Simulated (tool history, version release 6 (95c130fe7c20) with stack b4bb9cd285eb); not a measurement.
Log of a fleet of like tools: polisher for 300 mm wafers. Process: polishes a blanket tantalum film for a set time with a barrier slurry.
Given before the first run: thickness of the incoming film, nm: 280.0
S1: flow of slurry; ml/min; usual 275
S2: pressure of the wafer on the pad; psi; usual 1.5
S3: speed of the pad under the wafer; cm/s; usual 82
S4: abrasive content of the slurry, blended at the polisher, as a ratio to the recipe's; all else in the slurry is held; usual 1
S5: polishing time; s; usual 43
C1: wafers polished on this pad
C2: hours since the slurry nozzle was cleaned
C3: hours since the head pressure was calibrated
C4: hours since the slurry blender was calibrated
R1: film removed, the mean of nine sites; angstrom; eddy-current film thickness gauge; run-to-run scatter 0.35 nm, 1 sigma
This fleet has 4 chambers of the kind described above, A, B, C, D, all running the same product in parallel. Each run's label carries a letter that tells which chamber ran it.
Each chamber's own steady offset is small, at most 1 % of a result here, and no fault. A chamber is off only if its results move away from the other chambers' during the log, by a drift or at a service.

| run | hour | S1 | S2 | S3 | S4 | S5 | C1 | C2 | C3 | C4 | R1 |
|---|---|---|---|---|---|---|---|---|---|---|---|
|  | 3.5 | chamber B: slurry blender recalibrated |
| 1C | 7.4 | 275 | 1.5 | 82 | 1 | 43 | 511 | 97.0 | 41.0 | 11.8 | 465.87 |
|  | 12.0 | chamber D: slurry nozzle cleaned |
| 2D | 14.9 | 275 | 1.5 | 82 | 1 | 43 | 593 | 3.0 | 276.7 | 238.6 | 457.90 |
|  | 17.2 | chamber A: worn pad replaced by a new one |
| 3B | 21.9 | 275 | 1.5 | 82 | 1 | 43 | 370 | 46.4 | 642.8 | 18.4 | 461.39 |
|  | 23.1 | chamber C: worn pad replaced by a new one |
| 4A | 30.3 | 275 | 1.5 | 82 | 1 | 43 | 154 | 300.3 | 467.9 | 96.4 | 461.60 |
|  | 34.9 | chamber D: worn pad replaced by a new one |
| 5A | 37.9 | 275 | 1.5 | 82 | 1 | 43 | 244 | 307.9 | 475.5 | 104.0 | 458.08 |
|  | 43.3 | chamber B: worn pad replaced by a new one |
| 6B | 45.4 | 275 | 1.5 | 82 | 1 | 43 | 24 | 69.9 | 666.3 | 41.9 | 468.80 |
| 7D | 51.8 | 275 | 1.5 | 82 | 1 | 43 | 199 | 39.9 | 313.6 | 275.5 | 462.08 |
| 8C | 60.9 | 275 | 1.5 | 82 | 1 | 43 | 445 | 150.5 | 94.5 | 65.3 | 468.18 |
| 9D | 66.8 | 275 | 1.5 | 82 | 1 | 43 | 375 | 54.9 | 328.6 | 290.5 | 461.56 |
|  | 69.6 | chamber A: worn pad replaced by a new one |
| 10C | 74.0 | 275 | 1.5 | 82 | 1 | 43 | 599 | 163.6 | 107.6 | 78.4 | 468.36 |
|  | 74.8 | chamber D: slurry blender recalibrated |
|  | 78.3 | chamber C: worn pad replaced by a new one |
| 11B | 78.8 | 275 | 1.5 | 82 | 1 | 43 | 418 | 103.3 | 699.7 | 75.3 | 463.33 |
| 12A | 84.4 | 275 | 1.5 | 82 | 1 | 43 | 174 | 354.4 | 522.0 | 150.5 | 457.27 |
| 13A | 88.6 | 275 | 1.5 | 82 | 1 | 43 | 223 | 358.6 | 526.2 | 154.7 | 460.21 |
| 14C | 96.7 | 275 | 1.5 | 82 | 1 | 43 | 216 | 186.3 | 130.3 | 101.1 | 462.71 |
| 15D | 102.3 | 275 | 1.5 | 82 | 1 | 43 | 793 | 90.4 | 364.1 | 27.5 | 463.89 |
|  | 102.4 | chamber B: worn pad replaced by a new one |
| 16B | 106.7 | 275 | 1.5 | 82 | 1 | 38 | 51 | 131.2 | 727.6 | 103.2 | 403.97 |
|  | 113.6 | chamber D: worn pad replaced by a new one |
| 17B | 114.9 | 275 | 1.5 | 82 | 1 | 38 | 148 | 139.4 | 735.8 | 111.4 | 407.26 |
|  | 118.0 | chamber A: worn pad replaced by a new one |
| 18D | 118.9 | 275 | 1.5 | 82 | 1 | 38 | 63 | 107.0 | 380.7 | 44.1 | 402.32 |
|  | 122.6 | chamber B: head pressure recalibrated |
| 19C | 127.9 | 275 | 1.5 | 82 | 1 | 38 | 584 | 217.5 | 161.5 | 132.3 | 415.59 |
| 20A | 136.9 | 275 | 1.5 | 82 | 1 | 43 | 223 | 406.9 | 574.5 | 203.0 | 461.27 |
|  | 137.3 | chamber C: worn pad replaced by a new one |
| 21D | 142.6 | 275 | 1.5 | 64 | 1 | 43 | 342 | 130.7 | 404.4 | 67.8 | 356.16 |
| 22A | 151.3 | 275 | 1.5 | 64 | 1 | 43 | 392 | 421.3 | 588.9 | 217.4 | 363.59 |
|  | 155.2 | chamber B: worn pad replaced by a new one |
| 23C | 156.1 | 275 | 1.5 | 64 | 1 | 43 | 222 | 245.7 | 189.7 | 160.5 | 361.46 |
| 24B | 161.4 | 275 | 1.5 | 64 | 1 | 43 | 73 | 185.9 | 38.9 | 157.9 | 402.47 |
|  | 165.6 | chamber A: slurry blender recalibrated |
| 25B | 168.2 | 275 | 1.5 | 82 | 1 | 43 | 154 | 192.7 | 45.7 | 164.7 | 507.01 |
|  | 175.5 | chamber A: worn pad replaced by a new one |
| 26D | 177.1 | 275 | 1.5 | 82 | 1 | 43 | 748 | 165.2 | 438.9 | 102.3 | 459.36 |
| 27C | 181.6 | 275 | 1.5 | 82 | 1 | 43 | 522 | 271.2 | 215.2 | 186.0 | 464.60 |
| 28A | 185.5 | 275 | 1.5 | 82 | 1 | 43 | 117 | 455.5 | 623.1 | 20.0 | 455.26 |
|  | 187.9 | chamber B: slurry nozzle cleaned |
| 29D | 192.9 | 275 | 1.5 | 104 | 1 | 43 | 934 | 181.0 | 454.7 | 118.1 | 588.18 |
| 30B | 197.0 | 275 | 1.5 | 104 | 1 | 43 | 492 | 9.2 | 74.5 | 193.5 | 644.61 |

Has any chamber moved away from the others, gradually or after a service, or does the common gauge drift, or do the chambers differ only by their own small steady offsets? State the chamber and the most likely cause if one applies.

A service on chamber B put it out of line with the rest.
Most likely cause: head's pressure above its setpoint, % = 11.2.

Below are 4 candidate recipes for chamber B's next run, each the usual settings with a change, their results shown as question marks. Which of them brings B's results back in line with what the other chambers give on the usual settings?
In-line tolerance around the mean of the other chambers on the usual settings: R1 12.00 angstrom
| 31B-1 | 203.6 | 275 | 1.6 | 82 | 1 | 45 |  |  |  |  | ? |
| 31B-2 | 203.6 | 275 | 1.5 | 74 | 1 | 43 |  |  |  |  | ? |
| 31B-3 | 203.6 | 275 | 1.5 | 82 | 1 | 36 |  |  |  |  | ? |
| 31B-4 | 203.6 | 280 | 1.6 | 82 | 1 | 48 |  |  |  |  | ? |

Mean of the other chambers on the usual settings: R1 462.22 angstrom
| run | R1 |
|---|---|
| 31B-1 | 572.10 |
| 31B-2 | 463.06 |
| 31B-3 | 429.07 |
| 31B-4 | 611.30 |
Change 31B-2 lands the chamber within the allowed miss of the other chambers.

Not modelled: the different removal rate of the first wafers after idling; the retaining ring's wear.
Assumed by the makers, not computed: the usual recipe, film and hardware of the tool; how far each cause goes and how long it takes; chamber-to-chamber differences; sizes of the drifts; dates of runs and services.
